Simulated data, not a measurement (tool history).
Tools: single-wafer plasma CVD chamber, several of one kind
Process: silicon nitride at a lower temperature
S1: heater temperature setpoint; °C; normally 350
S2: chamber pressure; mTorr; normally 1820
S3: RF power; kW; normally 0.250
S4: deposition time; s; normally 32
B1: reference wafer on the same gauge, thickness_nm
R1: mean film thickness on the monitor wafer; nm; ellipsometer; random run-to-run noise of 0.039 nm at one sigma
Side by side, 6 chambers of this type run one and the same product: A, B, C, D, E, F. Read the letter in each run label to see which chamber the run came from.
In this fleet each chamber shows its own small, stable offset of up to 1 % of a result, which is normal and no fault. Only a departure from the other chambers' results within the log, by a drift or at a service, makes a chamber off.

{"run": "1A", "hour": 3.4, "S1": 350, "S2": 1820, "S3": 0.25, "S4": 32, "B1": 31.301, "R1": 34.595}
{"run": "2C", "hour": 8.0, "S1": 350, "S2": 1820, "S3": 0.25, "S4": 32, "B1": 31.308, "R1": 34.155}
{"run": "3B", "hour": 11.1, "S1": 350, "S2": 1820, "S3": 0.25, "S4": 32, "B1": 31.311, "R1": 34.227}
{"run": "4D", "hour": 15.4, "S1": 350, "S2": 1820, "S3": 0.25, "S4": 32, "B1": 31.309, "R1": 34.148}
{"run": "5E", "hour": 18.7, "S1": 350, "S2": 1820, "S3": 0.25, "S4": 32, "B1": 31.321, "R1": 34.326}
{"run": "6F", "hour": 23.7, "S1": 350, "S2": 1820, "S3": 0.25, "S4": 32, "B1": 31.326, "R1": 34.17}
{"run": "7A", "hour": 26.2, "S1": 350, "S2": 1820, "S3": 0.25, "S4": 32, "B1": 31.317, "R1": 34.551}
{"run": "8E", "hour": 29.2, "S1": 350, "S2": 1820, "S3": 0.25, "S4": 32, "B1": 31.314, "R1": 34.443}
{"run": "9F", "hour": 32.9, "S1": 350, "S2": 1820, "S3": 0.25, "S4": 32, "B1": 31.325, "R1": 34.177}
{"run": "10C", "hour": 38.5, "S1": 350, "S2": 2070, "S3": 0.25, "S4": 32, "B1": 31.34, "R1": 35.335}
{"run": "11D", "hour": 43.2, "S1": 350, "S2": 2070, "S3": 0.25, "S4": 32, "B1": 31.329, "R1": 35.403}
{"run": "12B", "hour": 47.9, "S1": 350, "S2": 2070, "S3": 0.25, "S4": 32, "B1": 31.333, "R1": 35.424}
{"run": "13A", "hour": 53.4, "S1": 350, "S2": 2070, "S3": 0.25, "S4": 32, "B1": 31.349, "R1": 35.855}
{"run": "14D", "hour": 56.4, "S1": 350, "S2": 2070, "S3": 0.25, "S4": 32, "B1": 31.35, "R1": 35.372}
{"run": "15B", "hour": 59.8, "S1": 350, "S2": 2070, "S3": 0.25, "S4": 32, "B1": 31.35, "R1": 35.498}
{"run": "16F", "hour": 64.1, "S1": 350, "S2": 1820, "S3": 0.25, "S4": 32, "B1": 31.354, "R1": 34.239}
{"run": "17C", "hour": 67.1, "S1": 350, "S2": 1820, "S3": 0.25, "S4": 32, "B1": 31.366, "R1": 34.17}
{"run": "18E", "hour": 71.3, "S1": 350, "S2": 1820, "S3": 0.25, "S4": 32, "B1": 31.352, "R1": 34.488}
{"run": "19D", "hour": 76.0, "S1": 350, "S2": 1820, "S3": 0.25, "S4": 32, "B1": 31.373, "R1": 34.276}
{"run": "20E", "hour": 79.1, "S1": 350, "S2": 1820, "S3": 0.25, "S4": 32, "B1": 31.375, "R1": 34.493}
{"run": "21B", "hour": 84.1, "S1": 350, "S2": 1820, "S3": 0.25, "S4": 32, "B1": 31.379, "R1": 34.236}
{"run": "22F", "hour": 89.7, "S1": 350, "S2": 1820, "S3": 0.25, "S4": 32, "B1": 31.381, "R1": 34.234}
{"run": "23A", "hour": 94.8, "S1": 350, "S2": 1820, "S3": 0.25, "S4": 32, "B1": 31.38, "R1": 34.631}
{"run": "24C", "hour": 98.0, "S1": 350, "S2": 1820, "S3": 0.25, "S4": 32, "B1": 31.377, "R1": 34.202}
{"run": "25F", "hour": 103.0, "S1": 350, "S2": 1820, "S3": 0.25, "S4": 32, "B1": 31.389, "R1": 34.236}
{"run": "26B", "hour": 106.1, "S1": 350, "S2": 2080, "S3": 0.25, "S4": 32, "B1": 31.39, "R1": 35.517}
{"run": "27C", "hour": 108.6, "S1": 350, "S2": 2080, "S3": 0.25, "S4": 32, "B1": 31.39, "R1": 35.486}
{"run": "28D", "hour": 113.8, "S1": 350, "S2": 2080, "S3": 0.25, "S4": 32, "B1": 31.403, "R1": 35.534}
{"run": "29E", "hour": 118.9, "S1": 350, "S2": 2080, "S3": 0.25, "S4": 32, "B1": 31.406, "R1": 35.685}
{"run": "30A", "hour": 121.6, "S1": 350, "S2": 2080, "S3": 0.25, "S4": 32, "B1": 31.399, "R1": 35.938}
{"run": "31A", "hour": 125.7, "S1": 350, "S2": 2080, "S3": 0.25, "S4": 32, "B1": 31.405, "R1": 35.947}
{"run": "32C", "hour": 128.4, "S1": 350, "S2": 2260, "S3": 0.25, "S4": 26, "B1": 31.411, "R1": 29.501}
{"run": "33E", "hour": 132.9, "S1": 350, "S2": 2260, "S3": 0.25, "S4": 26, "B1": 31.418, "R1": 29.725}
{"run": "34D", "hour": 137.3, "S1": 350, "S2": 2260, "S3": 0.25, "S4": 26, "B1": 31.417, "R1": 29.562}
{"run": "35F", "hour": 141.0, "S1": 350, "S2": 2260, "S3": 0.25, "S4": 26, "B1": 31.411, "R1": 29.539}
{"run": "36B", "hour": 146.7, "S1": 350, "S2": 2260, "S3": 0.25, "S4": 26, "B1": 31.435, "R1": 29.487}
{"run": "37F", "hour": 149.3, "S1": 350, "S2": 2260, "S3": 0.25, "S4": 26, "B1": 31.433, "R1": 29.518}
{"run": "38E", "hour": 153.8, "S1": 362, "S2": 1820, "S3": 0.25, "S4": 34, "B1": 31.436, "R1": 36.485}
{"run": "39C", "hour": 156.6, "S1": 362, "S2": 1820, "S3": 0.25, "S4": 34, "B1": 31.437, "R1": 36.222}
{"run": "40D", "hour": 159.1, "S1": 362, "S2": 1820, "S3": 0.25, "S4": 34, "B1": 31.441, "R1": 36.323}
{"run": "41A", "hour": 163.9, "S1": 362, "S2": 1820, "S3": 0.25, "S4": 34, "B1": 31.442, "R1": 36.737}

Read the log: is a single chamber off, either drifting away or since a service, is the gauge that measures every chamber drifting, or is nothing wrong beyond small per-chamber offsets? Name any odd chamber and what most likely caused it.

No chamber is off; the gauge reading every chamber's wafers drifts, which makes the whole fleet appear to move together.
What lies behind it: gauge reads high (%) = 0.467.
